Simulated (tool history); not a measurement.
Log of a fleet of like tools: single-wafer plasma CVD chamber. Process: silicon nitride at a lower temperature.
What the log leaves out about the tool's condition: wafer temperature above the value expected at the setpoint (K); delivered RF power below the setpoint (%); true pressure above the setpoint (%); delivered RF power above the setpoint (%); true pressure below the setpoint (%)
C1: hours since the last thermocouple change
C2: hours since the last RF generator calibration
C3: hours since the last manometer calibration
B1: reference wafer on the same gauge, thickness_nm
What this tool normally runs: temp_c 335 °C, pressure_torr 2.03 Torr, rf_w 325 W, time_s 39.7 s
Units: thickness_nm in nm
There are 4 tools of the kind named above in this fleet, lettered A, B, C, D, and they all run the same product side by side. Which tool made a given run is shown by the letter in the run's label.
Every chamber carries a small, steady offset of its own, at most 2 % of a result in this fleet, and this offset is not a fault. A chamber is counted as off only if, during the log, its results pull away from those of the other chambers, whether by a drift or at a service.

run 1D hour=8.5 | temp_c=335 pressure_torr=2.03 rf_w=325 time_s=39.7 | C1=2354.6 C2=906.2 C3=330.3 | B1=55.731 | thickness_nm=52.14
run 2A hour=19.9 | temp_c=335 pressure_torr=2.03 rf_w=325 time_s=39.7 | C1=71.6 C2=1558.3 C3=1213.6 | B1=55.737 | thickness_nm=53.946
run 3B hour=28.5 | temp_c=335 pressure_torr=2.03 rf_w=325 time_s=39.7 | C1=2741.1 C2=314.1 C3=86.8 | B1=55.662 | thickness_nm=53.146
run 4C hour=41.1 | temp_c=335 pressure_torr=2.03 rf_w=325 time_s=39.7 | C1=2640.8 C2=1064.3 C3=457 | B1=55.697 | thickness_nm=52.781
run 5D hour=50.8 | temp_c=335 pressure_torr=2.03 rf_w=325 time_s=39.7 | C1=2396.9 C2=948.5 C3=372.6 | B1=55.737 | thickness_nm=51.806
run 6B hour=57.3 | temp_c=335 pressure_torr=2.03 rf_w=325 time_s=39.7 | C1=2769.9 C2=342.9 C3=115.6 | B1=55.664 | thickness_nm=53.009
run 7A hour=67 | temp_c=335 pressure_torr=2.03 rf_w=325 time_s=39.7 | C1=118.7 C2=1605.4 C3=1260.7 | B1=55.652 | thickness_nm=53.524
run 8C hour=78.7 | temp_c=335 pressure_torr=2.03 rf_w=325 time_s=39.7 | C1=2678.4 C2=1101.9 C3=494.6 | B1=55.719 | thickness_nm=52.808
run 9B hour=87.4 | temp_c=325 pressure_torr=2.03 rf_w=285 time_s=39.7 | C1=2800 C2=373 C3=145.7 | B1=55.636 | thickness_nm=48.663
run 10D hour=100.5 | temp_c=325 pressure_torr=2.03 rf_w=285 time_s=39.7 | C1=2446.6 C2=998.2 C3=422.3 | B1=55.666 | thickness_nm=47.194
run 11A hour=110 | temp_c=325 pressure_torr=2.03 rf_w=285 time_s=39.7 | C1=161.7 C2=1648.4 C3=1303.7 | B1=55.689 | thickness_nm=49.087
run 12C hour=120 | temp_c=325 pressure_torr=2.03 rf_w=285 time_s=39.7 | C1=2719.7 C2=1143.2 C3=535.9 | B1=55.711 | thickness_nm=47.801
run 13B hour=126.6 | temp_c=335 pressure_torr=2.03 rf_w=325 time_s=39.7 | C1=2839.2 C2=412.2 C3=184.9 | B1=55.727 | thickness_nm=52.531
run 14A hour=139.5 | temp_c=335 pressure_torr=2.03 rf_w=325 time_s=39.7 | C1=191.2 C2=1677.9 C3=1333.2 | B1=55.735 | thickness_nm=53.64
run 15D hour=150.6 | temp_c=335 pressure_torr=2.03 rf_w=325 time_s=39.7 | C1=2496.7 C2=1048.3 C3=472.4 | B1=55.753 | thickness_nm=51.544
run 16C hour=159.7 | temp_c=335 pressure_torr=2.03 rf_w=325 time_s=39.7 | C1=2759.4 C2=1182.9 C3=575.6 | B1=55.733 | thickness_nm=52.24
run 17A hour=172.4 | temp_c=335 pressure_torr=2.03 rf_w=325 time_s=39.7 | C1=224.1 C2=1710.8 C3=1366.1 | B1=55.712 | thickness_nm=53.108
run 18D hour=182.5 | temp_c=335 pressure_torr=2.03 rf_w=325 time_s=39.7 | C1=2528.6 C2=1080.2 C3=504.3 | B1=55.747 | thickness_nm=52.053
-- hour=183.7 chamber D: thermocouple changed; heater temperature recalibrated
run 19C hour=191.4 | temp_c=335 pressure_torr=2.03 rf_w=325 time_s=39.7 | C1=2791.1 C2=1214.6 C3=607.3 | B1=55.703 | thickness_nm=51.877
run 20B hour=197.6 | temp_c=335 pressure_torr=2.51 rf_w=325 time_s=45 | C1=2910.2 C2=483.2 C3=255.9 | B1=55.656 | thickness_nm=62.984
run 21C hour=207.6 | temp_c=335 pressure_torr=2.51 rf_w=325 time_s=45 | C1=2807.3 C2=1230.8 C3=623.5 | B1=55.739 | thickness_nm=62.689
-- hour=207.8 chamber D: RF generator calibrated
-- hour=210.4 chamber A: RF generator calibrated
run 22B hour=218.7 | temp_c=335 pressure_torr=2.51 rf_w=325 time_s=45 | C1=2931.3 C2=504.3 C3=277 | B1=55.681 | thickness_nm=63.191
run 23D hour=226.5 | temp_c=335 pressure_torr=2.51 rf_w=325 time_s=45 | C1=42.9 C2=18.8 C3=548.3 | B1=55.699 | thickness_nm=61.839
run 24A hour=239.9 | temp_c=335 pressure_torr=2.03 rf_w=325 time_s=39.7 | C1=291.6 C2=29.6 C3=1433.6 | B1=55.677 | thickness_nm=53.556
-- hour=247.4 chamber C: thermocouple changed; heater temperature recalibrated
run 25A hour=248.2 | temp_c=335 pressure_torr=2.03 rf_w=325 time_s=39.7 | C1=299.9 C2=37.9 C3=1441.9 | B1=55.629 | thickness_nm=53.638
run 26B hour=254.7 | temp_c=335 pressure_torr=2.03 rf_w=325 time_s=39.7 | C1=2967.3 C2=540.3 C3=313 | B1=55.676 | thickness_nm=52.39
run 27C hour=261.5 | temp_c=335 pressure_torr=2.3 rf_w=325 time_s=34.7 | C1=14.1 C2=1284.7 C3=677.4 | B1=55.712 | thickness_nm=46.621
run 28D hour=267.7 | temp_c=335 pressure_torr=2.3 rf_w=325 time_s=34.7 | C1=84.1 C2=60 C3=589.5 | B1=55.694 | thickness_nm=47.003
run 29D hour=280 | temp_c=335 pressure_torr=2.3 rf_w=325 time_s=34.7 | C1=96.4 C2=72.3 C3=601.8 | B1=55.704 | thickness_nm=47.09
run 30B hour=291.1 | temp_c=335 pressure_torr=2.3 rf_w=325 time_s=34.7 | C1=3003.7 C2=576.7 C3=349.4 | B1=55.758 | thickness_nm=47.61
run 31A hour=303.3 | temp_c=335 pressure_torr=2.03 rf_w=325 time_s=39.7 | C1=355 C2=93 C3=1497 | B1=55.692 | thickness_nm=53.811
run 32C hour=312.7 | temp_c=335 pressure_torr=2.03 rf_w=325 time_s=39.7 | C1=65.3 C2=1335.9 C3=728.6 | B1=55.721 | thickness_nm=51.517
-- hour=316 chamber B: thermocouple changed; heater temperature recalibrated
run 33A hour=319.3 | temp_c=335 pressure_torr=2.03 rf_w=325 time_s=39.7 | C1=371 C2=109 C3=1513 | B1=55.727 | thickness_nm=53.605
run 34D hour=329 | temp_c=335 pressure_torr=2.03 rf_w=325 time_s=39.7 | C1=145.4 C2=121.3 C3=650.8 | B1=55.713 | thickness_nm=52.085
run 35B hour=334.8 | temp_c=335 pressure_torr=2.03 rf_w=325 time_s=39.7 | C1=18.9 C2=620.4 C3=393.1 | B1=55.68 | thickness_nm=52.64
run 36C hour=347.4 | temp_c=335 pressure_torr=2.03 rf_w=325 time_s=39.7 | C1=100 C2=1370.6 C3=763.3 | B1=55.685 | thickness_nm=51.028
run 37C hour=353.3 | temp_c=335 pressure_torr=2.03 rf_w=325 time_s=39.7 | C1=105.9 C2=1376.5 C3=769.2 | B1=55.739 | thickness_nm=51.137

All chambers now run identical settings, listed one chamber a line with results as question marks. What results will each chamber show?
run 38A hour=362.9 | temp_c=323 pressure_torr=2.03 rf_w=325 time_s=39.7 | thickness_nm=?
run 38B hour=362.9 | temp_c=323 pressure_torr=2.03 rf_w=325 time_s=39.7 | thickness_nm=?
run 38C hour=362.9 | temp_c=323 pressure_torr=2.03 rf_w=325 time_s=39.7 | thickness_nm=?
run 38D hour=362.9 | temp_c=323 pressure_torr=2.03 rf_w=325 time_s=39.7 | thickness_nm=?

run=38A thickness_nm=53.867
run=38B thickness_nm=53.163
run=38C thickness_nm=51.109
run=38D thickness_nm=51.807
